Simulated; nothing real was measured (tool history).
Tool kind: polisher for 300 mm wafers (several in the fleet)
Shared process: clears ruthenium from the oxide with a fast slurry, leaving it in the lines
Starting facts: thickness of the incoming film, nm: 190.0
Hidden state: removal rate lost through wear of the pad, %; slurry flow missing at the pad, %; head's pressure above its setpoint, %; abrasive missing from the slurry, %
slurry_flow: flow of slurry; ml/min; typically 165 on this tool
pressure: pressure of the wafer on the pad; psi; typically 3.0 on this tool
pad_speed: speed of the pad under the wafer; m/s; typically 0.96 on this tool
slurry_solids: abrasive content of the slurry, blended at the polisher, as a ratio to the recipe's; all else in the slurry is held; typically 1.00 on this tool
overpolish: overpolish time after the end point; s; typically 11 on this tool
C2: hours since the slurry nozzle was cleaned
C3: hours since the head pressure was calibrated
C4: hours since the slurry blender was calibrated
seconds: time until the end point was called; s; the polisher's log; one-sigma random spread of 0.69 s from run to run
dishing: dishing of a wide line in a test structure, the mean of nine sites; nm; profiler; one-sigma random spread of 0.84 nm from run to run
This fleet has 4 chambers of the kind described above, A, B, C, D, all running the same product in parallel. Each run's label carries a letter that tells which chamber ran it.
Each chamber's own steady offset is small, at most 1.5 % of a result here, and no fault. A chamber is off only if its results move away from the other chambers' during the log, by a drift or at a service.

run 1A day=0.267 | slurry_flow=165 pressure=3.0 pad_speed=0.96 slurry_solids=1.00 overpolish=11 | wafers_polished_on_this_pad=388 C2=37.5 C3=544.8 C4=85.0 | seconds=47.212 dishing=36.920
run 2C day=0.746 | slurry_flow=165 pressure=3.0 pad_speed=0.96 slurry_solids=1.00 overpolish=11 | wafers_polished_on_this_pad=1023 C2=108.7 C3=871.1 C4=66.8 | seconds=46.343 dishing=37.515
-- day=0.942 chamber D: worn pad replaced by a new one
-- day=1.008 chamber C: worn pad replaced by a new one
run 3B day=1.229 | slurry_flow=165 pressure=3.0 pad_speed=0.96 slurry_solids=1.00 overpolish=11 | wafers_polished_on_this_pad=530 C2=158.0 C3=1424.2 C4=341.4 | seconds=45.594 dishing=37.178
run 4D day=1.550 | slurry_flow=165 pressure=3.0 pad_speed=0.96 slurry_solids=1.00 overpolish=11 | wafers_polished_on_this_pad=171 C2=260.4 C3=48.9 C4=121.5 | seconds=46.431 dishing=37.250
run 5D day=1.908 | slurry_flow=165 pressure=3.0 pad_speed=0.96 slurry_solids=1.00 overpolish=16 | wafers_polished_on_this_pad=272 C2=269.0 C3=57.5 C4=130.1 | seconds=46.320 dishing=48.818
run 6C day=2.454 | slurry_flow=165 pressure=3.0 pad_speed=0.96 slurry_solids=1.00 overpolish=16 | wafers_polished_on_this_pad=407 C2=149.7 C3=912.1 C4=107.8 | seconds=45.400 dishing=51.788
-- day=2.679 chamber D: slurry nozzle cleaned
run 7B day=2.921 | slurry_flow=165 pressure=3.0 pad_speed=0.96 slurry_solids=1.00 overpolish=16 | wafers_polished_on_this_pad=1006 C2=198.6 C3=1464.8 C4=382.0 | seconds=46.729 dishing=53.483
-- day=2.979 chamber A: worn pad replaced by a new one
run 8A day=3.525 | slurry_flow=165 pressure=3.0 pad_speed=0.96 slurry_solids=1.00 overpolish=16 | wafers_polished_on_this_pad=154 C2=115.7 C3=623.0 C4=163.2 | seconds=46.624 dishing=53.068
-- day=3.679 chamber D: slurry blender recalibrated
run 9C day=4.017 | slurry_flow=165 pressure=3.0 pad_speed=0.96 slurry_solids=1.15 overpolish=11 | wafers_polished_on_this_pad=847 C2=187.2 C3=949.6 C4=145.3 | seconds=43.787 dishing=39.349
-- day=4.292 chamber B: worn pad replaced by a new one
run 10B day=4.392 | slurry_flow=165 pressure=3.0 pad_speed=0.96 slurry_solids=1.15 overpolish=11 | wafers_polished_on_this_pad=29 C2=233.9 C3=1500.1 C4=417.3 | seconds=43.493 dishing=39.927
-- day=4.717 chamber C: worn pad replaced by a new one
-- day=4.767 chamber B: slurry nozzle cleaned
-- day=4.792 chamber B: slurry blender recalibrated
run 11A day=4.804 | slurry_flow=165 pressure=3.0 pad_speed=0.96 slurry_solids=1.15 overpolish=11 | wafers_polished_on_this_pad=514 C2=146.4 C3=653.7 C4=193.9 | seconds=44.162 dishing=38.983
run 12D day=5.183 | slurry_flow=165 pressure=3.0 pad_speed=0.96 slurry_solids=1.15 overpolish=11 | wafers_polished_on_this_pad=1194 C2=60.2 C3=136.1 C4=36.2 | seconds=44.129 dishing=39.734
-- day=5.388 chamber D: worn pad replaced by a new one
-- day=5.617 chamber B: head pressure recalibrated
run 13A day=5.646 | slurry_flow=165 pressure=3.0 pad_speed=0.96 slurry_solids=1.00 overpolish=11 | wafers_polished_on_this_pad=751 C2=166.6 C3=673.9 C4=214.1 | seconds=47.956 dishing=35.743
run 14D day=6.058 | slurry_flow=165 pressure=3.0 pad_speed=0.96 slurry_solids=1.00 overpolish=11 | wafers_polished_on_this_pad=189 C2=81.2 C3=157.1 C4=57.2 | seconds=46.140 dishing=35.946
run 15B day=6.346 | slurry_flow=165 pressure=3.0 pad_speed=0.96 slurry_solids=1.00 overpolish=11 | wafers_polished_on_this_pad=579 C2=38.0 C3=17.5 C4=37.4 | seconds=45.734 dishing=36.680
-- day=6.733 chamber A: worn pad replaced by a new one
run 16C day=6.762 | slurry_flow=165 pressure=3.0 pad_speed=0.96 slurry_solids=1.00 overpolish=11 | wafers_polished_on_this_pad=576 C2=253.1 C3=1015.5 C4=211.2 | seconds=46.073 dishing=37.395
run 17B day=7.383 | slurry_flow=165 pressure=3.0 pad_speed=0.96 slurry_solids=1.00 overpolish=11 | wafers_polished_on_this_pad=871 C2=62.9 C3=42.4 C4=62.3 | seconds=46.737 dishing=37.499
-- day=7.808 chamber A: head pressure recalibrated
run 18C day=7.938 | slurry_flow=165 pressure=3.0 pad_speed=0.96 slurry_solids=1.00 overpolish=11 | wafers_polished_on_this_pad=907 C2=281.3 C3=1043.7 C4=239.4 | seconds=47.131 dishing=37.434
-- day=8.208 chamber B: worn pad replaced by a new one
run 19A day=8.246 | slurry_flow=165 pressure=3.0 pad_speed=0.96 slurry_solids=1.00 overpolish=11 | wafers_polished_on_this_pad=426 C2=229.0 C3=10.5 C4=276.5 | seconds=47.010 dishing=36.333
-- day=8.354 chamber C: slurry blender recalibrated
run 20D day=8.862 | slurry_flow=165 pressure=3.0 pad_speed=0.96 slurry_solids=1.00 overpolish=11 | wafers_polished_on_this_pad=978 C2=148.5 C3=224.4 C4=124.5 | seconds=47.572 dishing=36.737
-- day=9.008 chamber C: worn pad replaced by a new one
run 21C day=9.192 | slurry_flow=165 pressure=3.0 pad_speed=0.96 slurry_solids=0.85 overpolish=5 | wafers_polished_on_this_pad=51 C2=311.4 C3=1073.8 C4=20.1 | seconds=50.063 dishing=16.964
-- day=9.654 chamber D: worn pad replaced by a new one
run 22A day=9.658 | slurry_flow=165 pressure=3.0 pad_speed=0.96 slurry_solids=0.85 overpolish=5 | wafers_polished_on_this_pad=824 C2=262.9 C3=44.4 C4=310.4 | seconds=51.180 dishing=15.767
-- day=9.954 chamber D: slurry blender recalibrated
run 23B day=10.142 | slurry_flow=165 pressure=3.0 pad_speed=0.96 slurry_solids=0.85 overpolish=5 | wafers_polished_on_this_pad=544 C2=129.1 C3=108.6 C4=128.5 | seconds=49.077 dishing=17.248
run 24D day=10.458 | slurry_flow=165 pressure=3.0 pad_speed=0.96 slurry_solids=0.85 overpolish=5 | wafers_polished_on_this_pad=227 C2=186.8 C3=262.7 C4=12.2 | seconds=50.509 dishing=16.631
-- day=10.708 chamber A: worn pad replaced by a new one
run 25C day=11.038 | slurry_flow=165 pressure=3.0 pad_speed=0.96 slurry_solids=1.00 overpolish=11 | wafers_polished_on_this_pad=571 C2=355.7 C3=1118.1 C4=64.4 | seconds=46.736 dishing=35.807
run 26A day=11.479 | slurry_flow=165 pressure=2.5 pad_speed=0.96 slurry_solids=0.85 overpolish=11 | wafers_polished_on_this_pad=217 C2=306.6 C3=88.1 C4=354.1 | seconds=62.017 dishing=28.725
run 27B day=12.029 | slurry_flow=165 pressure=2.5 pad_speed=0.96 slurry_solids=0.85 overpolish=11 | wafers_polished_on_this_pad=1076 C2=174.4 C3=153.9 C4=173.8 | seconds=61.028 dishing=29.109
run 28D day=12.650 | slurry_flow=165 pressure=2.5 pad_speed=0.96 slurry_solids=0.85 overpolish=11 | wafers_polished_on_this_pad=844 C2=239.4 C3=315.3 C4=64.8 | seconds=61.192 dishing=29.536
-- day=13.038 chamber B: worn pad replaced by a new one
-- day=13.062 chamber C: worn pad replaced by a new one
run 29D day=13.162 | slurry_flow=165 pressure=2.5 pad_speed=0.96 slurry_solids=0.85 overpolish=11 | wafers_polished_on_this_pad=988 C2=251.7 C3=327.6 C4=77.1 | seconds=59.336 dishing=28.087
run 30C day=13.542 | slurry_flow=165 pressure=3.0 pad_speed=0.96 slurry_solids=1.00 overpolish=11 | wafers_polished_on_this_pad=135 C2=415.8 C3=1178.2 C4=124.5 | seconds=47.020 dishing=37.661
run 31A day=14.104 | slurry_flow=165 pressure=3.0 pad_speed=0.96 slurry_solids=1.00 overpolish=11 | wafers_polished_on_this_pad=956 C2=369.6 C3=151.1 C4=417.1 | seconds=50.460 dishing=36.474
run 32B day=14.667 | slurry_flow=165 pressure=3.0 pad_speed=0.96 slurry_solids=1.00 overpolish=11 | wafers_polished_on_this_pad=459 C2=237.7 C3=217.2 C4=237.1 | seconds=45.960 dishing=38.174
-- day=14.796 chamber A: worn pad replaced by a new one
-- day=15.121 chamber B: slurry nozzle cleaned
run 33C day=15.208 | slurry_flow=165 pressure=3.0 pad_speed=0.96 slurry_solids=1.00 overpolish=11 | wafers_polished_on_this_pad=605 C2=455.8 C3=1218.2 C4=164.5 | seconds=47.501 dishing=35.709
-- day=15.246 chamber D: worn pad replaced by a new one
-- day=15.304 chamber C: head pressure recalibrated
run 34A day=15.633 | slurry_flow=165 pressure=3.0 pad_speed=0.96 slurry_solids=1.00 overpolish=11 | wafers_polished_on_this_pad=235 C2=406.3 C3=187.8 C4=453.8 | seconds=49.877 dishing=36.179
run 35D day=16.071 | slurry_flow=165 pressure=3.0 pad_speed=0.96 slurry_solids=1.00 overpolish=11 | wafers_polished_on_this_pad=232 C2=321.5 C3=397.4 C4=146.9 | seconds=46.188 dishing=37.356
-- day=16.083 chamber D: slurry blender recalibrated
-- day=16.371 chamber D: slurry nozzle cleaned
run 36B day=16.396 | slurry_flow=190 pressure=3.8 pad_speed=0.96 slurry_solids=1.00 overpolish=11 | wafers_polished_on_this_pad=945 C2=30.6 C3=258.7 C4=278.6 | seconds=35.849 dishing=46.436
-- day=16.621 chamber C: slurry nozzle cleaned
run 37C day=16.879 | slurry_flow=190 pressure=3.8 pad_speed=0.96 slurry_solids=1.00 overpolish=11 | wafers_polished_on_this_pad=1075 C2=6.2 C3=37.9 C4=204.6 | seconds=35.940 dishing=46.910
-- day=17.112 chamber C: worn pad replaced by a new one
run 38D day=17.267 | slurry_flow=190 pressure=3.8 pad_speed=0.96 slurry_solids=1.00 overpolish=11 | wafers_polished_on_this_pad=569 C2=21.6 C3=426.1 C4=28.4 | seconds=35.871 dishing=46.857
-- day=17.275 chamber D: head pressure recalibrated
-- day=17.396 chamber B: worn pad replaced by a new one
-- day=17.788 chamber A: slurry nozzle cleaned
run 39B day=17.854 | slurry_flow=190 pressure=3.8 pad_speed=0.96 slurry_solids=1.00 overpolish=11 | wafers_polished_on_this_pad=129 C2=65.6 C3=293.7 C4=313.6 | seconds=35.756 dishing=46.337
run 40A day=18.254 | slurry_flow=165 pressure=3.0 pad_speed=0.96 slurry_solids=1.00 overpolish=11 | wafers_polished_on_this_pad=973 C2=11.3 C3=250.7 C4=516.7 | seconds=50.465 dishing=35.126
run 41B day=18.746 | slurry_flow=165 pressure=3.0 pad_speed=0.96 slurry_solids=1.00 overpolish=11 | wafers_polished_on_this_pad=380 C2=87.0 C3=315.1 C4=335.0 | seconds=46.820 dishing=36.391
-- day=19.021 chamber C: slurry blender recalibrated
run 42A day=19.238 | slurry_flow=165 pressure=3.0 pad_speed=0.96 slurry_solids=1.00 overpolish=11 | wafers_polished_on_this_pad=1250 C2=34.9 C3=274.3 C4=540.3 | seconds=51.254 dishing=33.399
-- day=19.546 chamber D: worn pad replaced by a new one
run 43D day=19.571 | slurry_flow=165 pressure=3.0 pad_speed=0.96 slurry_solids=1.00 overpolish=11 | wafers_polished_on_this_pad=7 C2=76.9 C3=55.2 C4=83.7 | seconds=46.354 dishing=38.115
run 44C day=19.867 | slurry_flow=165 pressure=2.1 pad_speed=1.28 slurry_solids=1.00 overpolish=11 | wafers_polished_on_this_pad=776 C2=77.9 C3=109.6 C4=20.3 | seconds=50.969 dishing=34.240

Each of the 4 chambers runs these same settings next. Fill in every chamber's results:
run 45A day=20.312 | slurry_flow=165 pressure=3.0 pad_speed=0.96 slurry_solids=1.00 overpolish=11 | seconds=? dishing=?
run 45B day=20.312 | slurry_flow=165 pressure=3.0 pad_speed=0.96 slurry_solids=1.00 overpolish=11 | seconds=? dishing=?
run 45C day=20.312 | slurry_flow=165 pressure=3.0 pad_speed=0.96 slurry_solids=1.00 overpolish=11 | seconds=? dishing=?
run 45D day=20.312 | slurry_flow=165 pressure=3.0 pad_speed=0.96 slurry_solids=1.00 overpolish=11 | seconds=? dishing=?

run=45A seconds=51.691 dishing=33.546
run=45B seconds=46.486 dishing=37.247
run=45C seconds=47.210 dishing=36.978
run=45D seconds=46.586 dishing=35.768
